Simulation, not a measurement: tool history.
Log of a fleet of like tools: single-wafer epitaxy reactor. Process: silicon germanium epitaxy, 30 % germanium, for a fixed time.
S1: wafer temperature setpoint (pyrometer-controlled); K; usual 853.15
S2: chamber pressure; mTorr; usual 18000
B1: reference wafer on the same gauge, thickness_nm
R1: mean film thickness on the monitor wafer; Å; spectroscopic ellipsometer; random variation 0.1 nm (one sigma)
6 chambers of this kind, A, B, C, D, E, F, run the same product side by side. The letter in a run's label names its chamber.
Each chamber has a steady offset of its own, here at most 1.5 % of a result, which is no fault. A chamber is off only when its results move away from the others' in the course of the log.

run     day      S1     S2      B1      R1
 1E   0.321  853.15  18000  33.291  388.43
 2C   0.608  853.15  18000  33.311  390.50
 3B   0.871  853.15  18000  33.300  394.92
 4F   1.321  853.15  18000  33.314  391.84
      1.542  -- chamber A: capacitance manometer re-zeroed and calibrated
 5D   1.808  853.15  18000  33.313  388.84
 6A   2.267  853.15  18000  33.288  392.36
 7A   2.517  867.15  18000  33.311  510.13
      2.579  -- chamber F: capacitance manometer re-zeroed and calibrated
      2.675  -- chamber D: capacitance manometer re-zeroed and calibrated
 8E   2.904  867.15  18000  33.320  505.07
 9D   3.300  867.15  18000  33.292  503.16
10C   3.750  867.15  18000  33.313  507.25
11F   4.104  867.15  18000  33.292  508.96
12B   4.492  867.15  18000  33.297  511.33
13E   4.917  853.15  18000  33.309  387.93
14A   5.192  853.15  18000  33.304  392.07
15C   5.533  853.15  18000  33.291  391.02
16B   5.796  853.15  18000  33.315  393.16
17D   6.054  866.15  19500  33.302  512.44
18F   6.408  866.15  19500  33.287  513.91
19D   6.762  866.15  19500  33.282  510.26
20C   7.054  866.15  19500  33.300  514.28
      7.333  -- chamber D: pyrometer calibrated
21A   7.475  866.15  19500  33.305  517.51
22B   7.796  866.15  19500  33.275  521.71
23F   8.196  860.15  18000  33.300  445.99
24E   8.654  860.15  18000  33.303  442.97
25F   9.008  860.15  18000  33.301  445.75
      9.046  -- chamber E: pyrometer calibrated
26A   9.254  860.15  18000  33.312  449.28
27E   9.708  860.15  18000  33.306  432.68
      9.904  -- chamber A: pyrometer calibrated
28B  10.133  860.15  18000  33.302  450.47
29C  10.475  853.15  18000  33.302  388.66
30D  10.762  853.15  18000  33.308  388.79
31D  11.258  853.15  18000  33.285  388.79
32E  11.600  853.15  18000  33.308  378.65
33A  12.067  853.15  18000  33.286  393.75
34B  12.383  853.15  18000  33.337  395.44
     12.496  -- chamber B: pyrometer calibrated
35C  12.842  853.15  18000  33.293  390.65
36F  13.071  853.15  18000  33.320  391.78
37C  13.417  853.15  18000  33.287  390.45
38A  13.879  853.15  18000  33.287  392.71
39E  14.333  853.15  18000  33.297  377.26
40F  14.579  847.15  19800  33.261  362.86
41D  14.879  847.15  19800  33.291  360.71
42B  15.112  847.15  19800  33.271  365.91

Next, every chamber runs the same settings. What will each give?
43A  15.483  853.15  18000       ?
43B  15.483  853.15  18000       ?
43C  15.483  853.15  18000       ?
43D  15.483  853.15  18000       ?
43E  15.483  853.15  18000       ?
43F  15.483  853.15  18000       ?

run      R1
43A  393.43
43B  391.67
43C  388.23
43D  388.79
43E  378.73
43F  390.50
